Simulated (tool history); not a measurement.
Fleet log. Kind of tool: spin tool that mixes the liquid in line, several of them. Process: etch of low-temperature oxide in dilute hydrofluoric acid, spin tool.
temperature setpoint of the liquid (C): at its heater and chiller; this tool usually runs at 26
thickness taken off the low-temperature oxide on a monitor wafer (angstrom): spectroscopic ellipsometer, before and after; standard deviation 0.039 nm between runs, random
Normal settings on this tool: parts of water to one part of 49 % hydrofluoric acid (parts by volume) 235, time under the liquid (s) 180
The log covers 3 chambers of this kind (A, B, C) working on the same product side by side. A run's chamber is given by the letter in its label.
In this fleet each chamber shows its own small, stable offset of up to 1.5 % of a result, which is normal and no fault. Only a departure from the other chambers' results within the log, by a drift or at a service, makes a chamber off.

run,hour,temperature setpoint of the liquid (C),parts of water to one part of 49 % hydrofluoric acid (parts by volume),time under the liquid (s),hours since the thermometer was replaced,hours since the hydrofluoric acid flow meter was replaced,"read-back film thickness of the low-temperature oxide reference wafer, read on the same gauge (nm)",thickness taken off the low-temperature oxide on a monitor wafer (angstrom)
1A,7.8,26,235,180,1909.3,1170.6,40.008,85.359
2B,17.6,26,235,180,370.3,515.7,40.021,85.068
3C,26.6,26,235,180,181.5,421.4,39.986,85.618
4C,33.8,26,235,180,188.7,428.6,40.007,85.373
5A,41.8,26,235,180,1943.3,1204.6,39.997,84.73
6B,55.5,26,235,180,408.2,553.6,40.016,84.456
7A,65.6,26,235,180,1967.1,1228.4,40.004,84.886
8C,76.7,26,235,180,231.6,471.5,39.966,84.732
9B,83.6,26,235,180,436.3,581.7,40.012,84.407
10A,90.8,26,235,180,1992.3,1253.6,40.001,84.748
11C,100.1,26,235,180,255,494.9,39.987,84.595
12B,110.6,26,235,180,463.3,608.7,40.038,84.74
13C,118.1,26,235,180,273,512.9,39.997,84.59
14B,127.2,26,235,180,479.9,625.3,39.996,83.289
15A,140.3,26,235,180,2041.8,1303.1,40.024,85.208
16B,146.9,26,235,180,499.6,645,40.026,83.27
17C,160.4,26,235,180,315.3,555.2,39.97,84.863
18A,167.9,26,235,180,2069.4,1330.7,39.995,84.865
19C,176.5,26,235,180,331.4,571.3,40.011,85.2
# hour 183.5: chamber A: thermometer replaced
20A,185.2,26,160,180,1.7,1348,40.009,137.47
# hour 191.9: chamber C: hydrofluoric acid flow meter replaced
21B,196.7,26,160,180,549.4,694.8,39.965,131.67
22C,208.2,26,160,180,363.1,16.3,40.021,137.86
23A,218.6,30,235,180,35.1,1381.4,39.97,97.355
24B,226,30,235,180,578.7,724.1,39.986,94.44
25A,239.1,30,235,180,55.6,1401.9,39.971,98.251
26B,250.4,26,235,180,603.1,748.5,39.993,82.476
27C,257.9,26,235,180,412.8,66,39.978,84.687
28B,268.2,26,235,180,620.9,766.3,39.987,82.625
29A,279.8,26,235,180,96.3,1442.6,39.993,84.937
30C,289.8,30,235,180,444.7,97.9,40.012,97.996
31A,299.5,30,235,180,116,1462.3,40.006,97.909
32B,311.9,30,235,180,664.6,810,40.001,93.94
33C,323.1,26,165,280,478,131.2,40.037,203.11

All 3 chambers run these settings next. Forecast each chamber's results:
34A,332.9,29.5,235,180,,,,?
34B,332.9,29.5,235,180,,,,?
34C,332.9,29.5,235,180,,,,?

run,thickness taken off the low-temperature oxide on a monitor wafer (angstrom)
34A,95.773
34B,92.319
34C,95.745
